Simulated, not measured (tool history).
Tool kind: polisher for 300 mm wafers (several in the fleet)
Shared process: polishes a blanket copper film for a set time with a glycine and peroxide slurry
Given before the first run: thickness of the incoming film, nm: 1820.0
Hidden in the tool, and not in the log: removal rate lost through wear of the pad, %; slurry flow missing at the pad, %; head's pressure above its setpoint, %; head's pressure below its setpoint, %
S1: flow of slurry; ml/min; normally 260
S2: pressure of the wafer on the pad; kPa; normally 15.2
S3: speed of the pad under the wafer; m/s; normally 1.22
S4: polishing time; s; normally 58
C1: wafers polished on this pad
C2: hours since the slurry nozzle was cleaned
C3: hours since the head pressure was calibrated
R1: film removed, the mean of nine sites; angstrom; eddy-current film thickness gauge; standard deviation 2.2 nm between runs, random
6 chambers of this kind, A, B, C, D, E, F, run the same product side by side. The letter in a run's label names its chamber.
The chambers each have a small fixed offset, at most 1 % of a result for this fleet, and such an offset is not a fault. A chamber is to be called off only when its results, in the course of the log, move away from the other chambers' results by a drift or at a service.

{"day": 0.133, "done": "chamber C: slurry nozzle cleaned"}
{"run": "1E", "day": 0.446, "S1": 260, "S2": 15.2, "S3": 1.22, "S4": 58, "C1": 330, "C2": 402.6, "C3": 476.6, "R1": 3500.3}
{"day": 0.521, "done": "chamber C: worn pad replaced by a new one"}
{"run": "2D", "day": 0.738, "S1": 260, "S2": 15.2, "S3": 1.22, "S4": 58, "C1": 523, "C2": 508.3, "C3": 843.2, "R1": 3490}
{"run": "3C", "day": 1.062, "S1": 260, "S2": 15.2, "S3": 1.22, "S4": 58, "C1": 124, "C2": 22.4, "C3": 1189.9, "R1": 3553.8}
{"run": "4F", "day": 1.354, "S1": 260, "S2": 15.2, "S3": 1.22, "S4": 58, "C1": 1007, "C2": 301.3, "C3": 394, "R1": 3488.5}
{"day": 1.496, "done": "chamber A: worn pad replaced by a new one"}
{"run": "5B", "day": 1.671, "S1": 260, "S2": 15.2, "S3": 1.22, "S4": 58, "C1": 650, "C2": 421, "C3": 162, "R1": 3498.5}
{"run": "6A", "day": 2.158, "S1": 260, "S2": 15.2, "S3": 1.22, "S4": 58, "C1": 152, "C2": 213.6, "C3": 765.3, "R1": 3529.1}
{"run": "7A", "day": 2.675, "S1": 260, "S2": 15.2, "S3": 1.22, "S4": 58, "C1": 270, "C2": 226, "C3": 777.7, "R1": 3515.5}
{"run": "8F", "day": 3.071, "S1": 260, "S2": 15.2, "S3": 1.22, "S4": 58, "C1": 1400, "C2": 342.5, "C3": 435.2, "R1": 3514}
{"day": 3.175, "done": "chamber F: worn pad replaced by a new one"}
{"day": 3.192, "done": "chamber B: worn pad replaced by a new one"}
{"day": 3.292, "done": "chamber D: worn pad replaced by a new one"}
{"run": "9B", "day": 3.525, "S1": 260, "S2": 15.2, "S3": 1.22, "S4": 72, "C1": 76, "C2": 465.5, "C3": 206.5, "R1": 4290.4}
{"day": 3.696, "done": "chamber C: worn pad replaced by a new one"}
{"run": "10E", "day": 4.0, "S1": 260, "S2": 15.2, "S3": 1.22, "S4": 72, "C1": 1145, "C2": 487.9, "C3": 561.9, "R1": 4378.5}
{"day": 4.083, "done": "chamber E: worn pad replaced by a new one"}
{"day": 4.362, "done": "chamber A: worn pad replaced by a new one"}
{"run": "11D", "day": 4.429, "S1": 260, "S2": 15.2, "S3": 1.22, "S4": 72, "C1": 260, "C2": 596.9, "C3": 931.8, "R1": 4306.9}
{"day": 4.525, "done": "chamber D: slurry nozzle cleaned"}
{"run": "12C", "day": 4.696, "S1": 260, "S2": 15.2, "S3": 1.22, "S4": 72, "C1": 229, "C2": 109.6, "C3": 1277.1, "R1": 4333.4}
{"run": "13E", "day": 5.1, "S1": 260, "S2": 15.2, "S3": 1.22, "S4": 72, "C1": 233, "C2": 514.3, "C3": 588.3, "R1": 4383.5}
{"day": 5.304, "done": "chamber F: slurry nozzle cleaned"}
{"day": 5.4, "done": "chamber D: head pressure recalibrated"}
{"run": "14D", "day": 5.429, "S1": 260, "S2": 15.2, "S3": 1.22, "S4": 72, "C1": 489, "C2": 21.7, "C3": 0.7, "R1": 4319.6}
{"run": "15C", "day": 5.767, "S1": 260, "S2": 15.2, "S3": 1.22, "S4": 58, "C1": 474, "C2": 135.3, "C3": 1302.8, "R1": 3565.7}
{"run": "16A", "day": 6.125, "S1": 215, "S2": 15.2, "S3": 1.02, "S4": 58, "C1": 403, "C2": 308.8, "C3": 860.5, "R1": 3004.2}
{"day": 6.492, "done": "chamber C: head pressure recalibrated"}
{"run": "17F", "day": 6.583, "S1": 215, "S2": 15.2, "S3": 1.02, "S4": 58, "C1": 781, "C2": 30.7, "C3": 519.5, "R1": 2989.4}
{"run": "18B", "day": 6.862, "S1": 215, "S2": 15.2, "S3": 1.02, "S4": 58, "C1": 841, "C2": 545.6, "C3": 286.6, "R1": 2964.1}
{"day": 7.054, "done": "chamber C: worn pad replaced by a new one"}
{"day": 7.2, "done": "chamber E: slurry nozzle cleaned"}
{"run": "19A", "day": 7.271, "S1": 215, "S2": 15.2, "S3": 1.02, "S4": 58, "C1": 666, "C2": 336.3, "C3": 888, "R1": 2998}
{"day": 7.488, "done": "chamber A: worn pad replaced by a new one"}
{"run": "20E", "day": 7.621, "S1": 215, "S2": 15.2, "S3": 1.02, "S4": 58, "C1": 811, "C2": 10.1, "C3": 648.8, "R1": 2928.9}
{"day": 7.654, "done": "chamber B: worn pad replaced by a new one"}
{"day": 7.696, "done": "chamber D: worn pad replaced by a new one"}
{"day": 7.958, "done": "chamber F: worn pad replaced by a new one"}
{"run": "21C", "day": 8.129, "S1": 215, "S2": 15.2, "S3": 1.02, "S4": 58, "C1": 246, "C2": 192, "C3": 39.4, "R1": 2801.8}
{"run": "22D", "day": 8.383, "S1": 260, "S2": 15.2, "S3": 1.22, "S4": 58, "C1": 157, "C2": 92.6, "C3": 71.6, "R1": 3507.8}
{"run": "23B", "day": 8.65, "S1": 260, "S2": 15.2, "S3": 1.22, "S4": 58, "C1": 228, "C2": 588.5, "C3": 329.5, "R1": 3465.8}
{"run": "24F", "day": 8.954, "S1": 260, "S2": 15.2, "S3": 1.22, "S4": 58, "C1": 228, "C2": 87.6, "C3": 576.4, "R1": 3526.4}
{"day": 8.975, "done": "chamber E: worn pad replaced by a new one"}
{"run": "25C", "day": 9.362, "S1": 230, "S2": 17.2, "S3": 1.22, "S4": 58, "C1": 529, "C2": 221.6, "C3": 69, "R1": 3614.4}
{"run": "26D", "day": 9.642, "S1": 230, "S2": 17.2, "S3": 1.22, "S4": 58, "C1": 446, "C2": 122.8, "C3": 101.8, "R1": 3831.6}
{"day": 9.683, "done": "chamber C: worn pad replaced by a new one"}
{"run": "27A", "day": 10.038, "S1": 230, "S2": 17.2, "S3": 1.22, "S4": 58, "C1": 584, "C2": 402.7, "C3": 954.4, "R1": 3901}
{"run": "28E", "day": 10.442, "S1": 230, "S2": 17.2, "S3": 1.22, "S4": 58, "C1": 336, "C2": 77.8, "C3": 716.5, "R1": 3804.4}
{"day": 10.621, "done": "chamber A: worn pad replaced by a new one"}
{"run": "29F", "day": 10.7, "S1": 230, "S2": 17.2, "S3": 1.22, "S4": 58, "C1": 628, "C2": 129.5, "C3": 618.3, "R1": 3842.8}
{"run": "30B", "day": 11.192, "S1": 230, "S2": 17.2, "S3": 1.22, "S4": 58, "C1": 811, "C2": 649.5, "C3": 390.5, "R1": 3836.4}
{"run": "31E", "day": 11.738, "S1": 260, "S2": 15.2, "S3": 1.22, "S4": 58, "C1": 633, "C2": 108.9, "C3": 747.6, "R1": 3506.6}
{"day": 11.896, "done": "chamber B: worn pad replaced by a new one"}
{"run": "32B", "day": 12.15, "S1": 260, "S2": 15.2, "S3": 1.22, "S4": 58, "C1": 58, "C2": 672.5, "C3": 413.5, "R1": 3486.5}
{"run": "33D", "day": 12.492, "S1": 260, "S2": 15.2, "S3": 1.58, "S4": 58, "C1": 1099, "C2": 191.2, "C3": 170.2, "R1": 4371.9}
{"day": 12.633, "done": "chamber D: worn pad replaced by a new one"}
{"run": "34A", "day": 12.983, "S1": 260, "S2": 15.2, "S3": 1.58, "S4": 58, "C1": 541, "C2": 473.4, "C3": 1025.1, "R1": 4406.3}
{"day": 13.017, "done": "chamber C: worn pad replaced by a new one"}
{"run": "35C", "day": 13.45, "S1": 260, "S2": 15.2, "S3": 1.58, "S4": 58, "C1": 99, "C2": 319.7, "C3": 167.1, "R1": 4042.5}
{"day": 13.562, "done": "chamber A: worn pad replaced by a new one"}
{"day": 13.846, "done": "chamber F: worn pad replaced by a new one"}
{"run": "36F", "day": 13.858, "S1": 260, "S2": 15.2, "S3": 1.58, "S4": 58, "C1": 3, "C2": 205.3, "C3": 694.1, "R1": 4351.6}
{"run": "37D", "day": 14.117, "S1": 260, "S2": 15.2, "S3": 1.58, "S4": 58, "C1": 340, "C2": 230.2, "C3": 209.2, "R1": 4356.1}
{"run": "38A", "day": 14.621, "S1": 260, "S2": 15.2, "S3": 1.58, "S4": 58, "C1": 242, "C2": 512.7, "C3": 1064.4, "R1": 4382.3}

Next, every chamber runs the same settings. What will each give?
{"run": "39A", "day": 15.033, "S1": 260, "S2": 15.2, "S3": 1.22, "S4": 58, "R1": "?"}
{"run": "39B", "day": 15.033, "S1": 260, "S2": 15.2, "S3": 1.22, "S4": 58, "R1": "?"}
{"run": "39C", "day": 15.033, "S1": 260, "S2": 15.2, "S3": 1.22, "S4": 58, "R1": "?"}
{"run": "39D", "day": 15.033, "S1": 260, "S2": 15.2, "S3": 1.22, "S4": 58, "R1": "?"}
{"run": "39E", "day": 15.033, "S1": 260, "S2": 15.2, "S3": 1.22, "S4": 58, "R1": "?"}
{"run": "39F", "day": 15.033, "S1": 260, "S2": 15.2, "S3": 1.22, "S4": 58, "R1": "?"}

run=39A R1=3537.9
run=39B R1=3505.9
run=39C R1=3280.1
run=39D R1=3488.1
run=39E R1=3485.3
run=39F R1=3526.5
